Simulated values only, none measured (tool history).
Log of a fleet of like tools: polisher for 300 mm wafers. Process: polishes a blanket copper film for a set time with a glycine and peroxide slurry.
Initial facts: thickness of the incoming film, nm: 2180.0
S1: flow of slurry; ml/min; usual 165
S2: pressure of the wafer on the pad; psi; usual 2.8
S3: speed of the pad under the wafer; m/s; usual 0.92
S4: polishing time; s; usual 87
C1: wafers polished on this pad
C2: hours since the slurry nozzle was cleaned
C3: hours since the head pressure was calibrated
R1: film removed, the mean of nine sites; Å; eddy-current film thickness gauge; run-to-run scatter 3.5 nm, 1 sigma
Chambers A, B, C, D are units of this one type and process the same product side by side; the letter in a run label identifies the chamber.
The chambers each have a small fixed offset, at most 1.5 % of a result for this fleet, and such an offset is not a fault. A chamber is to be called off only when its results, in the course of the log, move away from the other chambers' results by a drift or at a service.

run	hour	S1	S2	S3	S4	C1	C2	C3	R1
1A	2.4	165	2.8	0.92	87	151	286.6	350.7	5030.7
2B	5.4	165	2.8	0.92	87	168	283.5	357.2	5151.5
3C	9	165	2.8	0.92	87	329	93.1	94.9	5081.4
4D	14.2	165	2.8	0.92	87	341	368.3	504.1	5022.1
# hour 14.8: chamber A: slurry nozzle cleaned
# hour 15.1: chamber B: slurry nozzle cleaned
5C	18.7	165	2.8	0.92	87	432	102.8	104.6	5069.1
6B	23.5	205	2.8	0.92	59	361	8.5	375.3	3603.2
# hour 27.2: chamber C: worn pad replaced by a new one
7A	27.9	205	2.8	0.92	59	423	13.1	376.2	3496.7
8D	30.9	205	2.8	0.92	59	519	385	520.8	3566.8
9B	35	205	2.8	0.92	59	484	20	386.8	3578.9
# hour 35.5: chamber D: head pressure recalibrated
10C	38.9	165	2.8	0.92	87	125	123	124.8	5093.7
11A	43.5	165	2.8	0.92	87	589	28.7	391.8	5018.7
12D	48.1	165	2.8	0.92	87	702	402.2	12.7	4997.3
13A	51.3	165	2.8	0.92	87	673	36.5	399.6	5013.6
14B	56.7	165	2.8	0.92	87	716	41.7	408.5	5154.3
15C	61.9	165	2.8	0.92	87	370	146	147.8	5067.2
16D	65.3	165	2.8	0.92	87	886	419.4	29.9	4991.5
17A	69.6	165	2.8	0.92	87	868	54.8	417.9	5001.5
# hour 70.2: chamber C: worn pad replaced by a new one
18C	72.2	165	2.8	0.92	87	22	156.3	158.1	5068
19D	74.8	165	2.8	0.92	87	988	428.9	39.4	4942.6
20B	80.3	165	2.8	0.92	87	968	65.3	432.1	5171.8
# hour 82.8: chamber A: head pressure recalibrated
21C	85.6	165	2.2	1.12	87	165	169.7	171.5	4876.6
22B	90.4	165	2.2	1.12	87	1076	75.4	442.2	5012
23A	95.7	165	2.2	1.12	87	1147	80.9	13	4827.9
# hour 101.2: chamber B: worn pad replaced by a new one
24D	101.3	165	2.2	1.12	87	1271	455.4	65.9	4635.4
25B	106.4	165	2.8	0.92	87	55	91.4	458.2	5208
# hour 108: chamber A: worn pad replaced by a new one
26C	111.5	185	3.4	0.92	87	441	195.6	197.4	6025.8
27A	116.7	185	3.4	0.92	87	93	101.9	34	6064.2
# hour 117.2: chamber C: worn pad replaced by a new one
28D	119.6	185	3.4	0.92	87	1466	473.7	84.2	5705.9
29B	122.7	185	3.4	0.92	87	229	107.7	474.5	6180.8
30C	126.2	165	3.1	0.92	99	96	210.3	212.1	6292.7

Predict what each chamber gives when all 4 of them run the settings below next.
31A	130.2	165	2.1	0.92	87				?
31B	130.2	165	2.1	0.92	87				?
31C	130.2	165	2.1	0.92	87				?
31D	130.2	165	2.1	0.92	87				?

run	R1
31A	4004.3
31B	4092
31C	4031.8
31D	3755.2
